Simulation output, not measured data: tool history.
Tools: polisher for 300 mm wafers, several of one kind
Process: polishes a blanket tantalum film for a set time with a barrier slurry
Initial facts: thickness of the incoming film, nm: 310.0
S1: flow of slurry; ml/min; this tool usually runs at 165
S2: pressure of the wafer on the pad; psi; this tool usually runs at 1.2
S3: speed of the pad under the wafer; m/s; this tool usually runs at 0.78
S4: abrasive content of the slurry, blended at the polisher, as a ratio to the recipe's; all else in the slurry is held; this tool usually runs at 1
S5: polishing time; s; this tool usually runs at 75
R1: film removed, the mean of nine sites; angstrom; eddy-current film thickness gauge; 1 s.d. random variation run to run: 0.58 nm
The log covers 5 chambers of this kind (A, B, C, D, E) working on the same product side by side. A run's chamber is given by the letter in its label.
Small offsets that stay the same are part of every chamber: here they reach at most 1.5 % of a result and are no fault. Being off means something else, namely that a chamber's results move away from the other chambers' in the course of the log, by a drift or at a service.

{"run": "1A", "hour": 4.6, "S1": 165, "S2": 1.2, "S3": 0.78, "S4": 1, "S5": 75, "R1": 505.62}
{"run": "2D", "hour": 8.4, "S1": 165, "S2": 1.2, "S3": 0.78, "S4": 1, "S5": 75, "R1": 502.28}
{"run": "3B", "hour": 11.8, "S1": 165, "S2": 1.2, "S3": 0.78, "S4": 1, "S5": 75, "R1": 499.35}
{"run": "4E", "hour": 16.3, "S1": 165, "S2": 1.2, "S3": 0.78, "S4": 1, "S5": 75, "R1": 507.43}
{"run": "5C", "hour": 18.4, "S1": 165, "S2": 1.2, "S3": 0.78, "S4": 1, "S5": 75, "R1": 502.09}
{"hour": 20.9, "done": "chamber E: head pressure recalibrated"}
{"run": "6B", "hour": 22.0, "S1": 165, "S2": 1.2, "S3": 0.78, "S4": 1, "S5": 75, "R1": 511.87}
{"run": "7A", "hour": 24.4, "S1": 165, "S2": 1.2, "S3": 0.78, "S4": 1, "S5": 75, "R1": 497.23}
{"hour": 24.9, "done": "chamber B: slurry blender recalibrated"}
{"hour": 27.9, "done": "chamber B: worn pad replaced by a new one"}
{"run": "8C", "hour": 28.3, "S1": 165, "S2": 1.2, "S3": 0.78, "S4": 1, "S5": 75, "R1": 508.72}
{"run": "9E", "hour": 30.5, "S1": 165, "S2": 1.2, "S3": 0.78, "S4": 1, "S5": 75, "R1": 510.88}
{"hour": 33.8, "done": "chamber A: slurry blender recalibrated"}
{"run": "10D", "hour": 35.2, "S1": 165, "S2": 1.2, "S3": 0.78, "S4": 1, "S5": 75, "R1": 510.99}
{"hour": 36.6, "done": "chamber B: slurry nozzle cleaned"}
{"run": "11C", "hour": 37.7, "S1": 165, "S2": 1.2, "S3": 0.78, "S4": 1, "S5": 75, "R1": 510.35}
{"run": "12D", "hour": 40.8, "S1": 165, "S2": 1.2, "S3": 0.78, "S4": 1, "S5": 75, "R1": 509.33}
{"run": "13B", "hour": 43.4, "S1": 165, "S2": 1.2, "S3": 0.78, "S4": 1, "S5": 75, "R1": 508.86}
{"run": "14A", "hour": 46.4, "S1": 165, "S2": 1.2, "S3": 0.78, "S4": 1, "S5": 75, "R1": 502.31}
{"run": "15E", "hour": 50.6, "S1": 165, "S2": 1.2, "S3": 0.78, "S4": 1, "S5": 75, "R1": 508.36}
{"run": "16C", "hour": 52.8, "S1": 165, "S2": 1.2, "S3": 0.78, "S4": 1, "S5": 75, "R1": 508.63}
{"run": "17E", "hour": 55.5, "S1": 165, "S2": 1.2, "S3": 0.78, "S4": 1, "S5": 75, "R1": 514.61}
{"run": "18A", "hour": 60.0, "S1": 165, "S2": 1.2, "S3": 0.78, "S4": 1, "S5": 75, "R1": 520.14}
{"run": "19D", "hour": 62.3, "S1": 165, "S2": 1.2, "S3": 0.78, "S4": 1, "S5": 75, "R1": 507.96}
{"hour": 64.6, "done": "chamber D: slurry blender recalibrated"}
{"hour": 65.8, "done": "chamber E: worn pad replaced by a new one"}
{"run": "20B", "hour": 67.1, "S1": 165, "S2": 1.2, "S3": 0.78, "S4": 1, "S5": 75, "R1": 499.35}
{"hour": 69.2, "done": "chamber A: worn pad replaced by a new one"}
{"run": "21A", "hour": 69.3, "S1": 165, "S2": 1.2, "S3": 0.78, "S4": 1, "S5": 75, "R1": 503.71}
{"run": "22C", "hour": 72.3, "S1": 165, "S2": 1.2, "S3": 0.78, "S4": 1, "S5": 75, "R1": 501.28}
{"run": "23E", "hour": 75.1, "S1": 165, "S2": 1.2, "S3": 0.78, "S4": 1, "S5": 75, "R1": 516.26}
{"run": "24B", "hour": 77.7, "S1": 165, "S2": 1.2, "S3": 0.78, "S4": 1, "S5": 75, "R1": 499.77}
{"run": "25D", "hour": 82.2, "S1": 165, "S2": 1.2, "S3": 0.78, "S4": 1, "S5": 75, "R1": 508.85}
{"run": "26B", "hour": 85.6, "S1": 165, "S2": 1.5, "S3": 0.78, "S4": 1, "S5": 59, "R1": 494.42}
{"run": "27C", "hour": 89.4, "S1": 165, "S2": 1.5, "S3": 0.78, "S4": 1, "S5": 59, "R1": 494.59}
{"run": "28A", "hour": 93.4, "S1": 165, "S2": 1.5, "S3": 0.78, "S4": 1, "S5": 59, "R1": 500.77}
{"run": "29D", "hour": 95.5, "S1": 165, "S2": 1.5, "S3": 0.78, "S4": 1, "S5": 59, "R1": 496.05}
{"hour": 96.6, "done": "chamber D: worn pad replaced by a new one"}
{"run": "30E", "hour": 97.9, "S1": 165, "S2": 1.5, "S3": 0.78, "S4": 1, "S5": 59, "R1": 494.17}
{"run": "31B", "hour": 101.7, "S1": 165, "S2": 1.2, "S3": 0.78, "S4": 1, "S5": 75, "R1": 500.25}
{"run": "32C", "hour": 106.3, "S1": 165, "S2": 1.2, "S3": 0.78, "S4": 1, "S5": 75, "R1": 498.66}
{"run": "33E", "hour": 110.8, "S1": 145, "S2": 1.2, "S3": 0.56, "S4": 1, "S5": 75, "R1": 355.77}
{"run": "34A", "hour": 114.9, "S1": 145, "S2": 1.2, "S3": 0.56, "S4": 1, "S5": 75, "R1": 357.81}
{"run": "35D", "hour": 117.6, "S1": 145, "S2": 1.2, "S3": 0.56, "S4": 1, "S5": 75, "R1": 352.79}

All 5 chambers run these settings next. Forecast each chamber's results:
{"run": "36A", "hour": 121.0, "S1": 165, "S2": 1.2, "S3": 0.78, "S4": 1, "S5": 75, "R1": "?"}
{"run": "36B", "hour": 121.0, "S1": 165, "S2": 1.2, "S3": 0.78, "S4": 1, "S5": 75, "R1": "?"}
{"run": "36C", "hour": 121.0, "S1": 165, "S2": 1.2, "S3": 0.78, "S4": 1, "S5": 75, "R1": "?"}
{"run": "36D", "hour": 121.0, "S1": 165, "S2": 1.2, "S3": 0.78, "S4": 1, "S5": 75, "R1": "?"}
{"run": "36E", "hour": 121.0, "S1": 165, "S2": 1.2, "S3": 0.78, "S4": 1, "S5": 75, "R1": "?"}

run=36A R1=509.01
run=36B R1=493.21
run=36C R1=515.39
run=36D R1=491.65
run=36E R1=502.74

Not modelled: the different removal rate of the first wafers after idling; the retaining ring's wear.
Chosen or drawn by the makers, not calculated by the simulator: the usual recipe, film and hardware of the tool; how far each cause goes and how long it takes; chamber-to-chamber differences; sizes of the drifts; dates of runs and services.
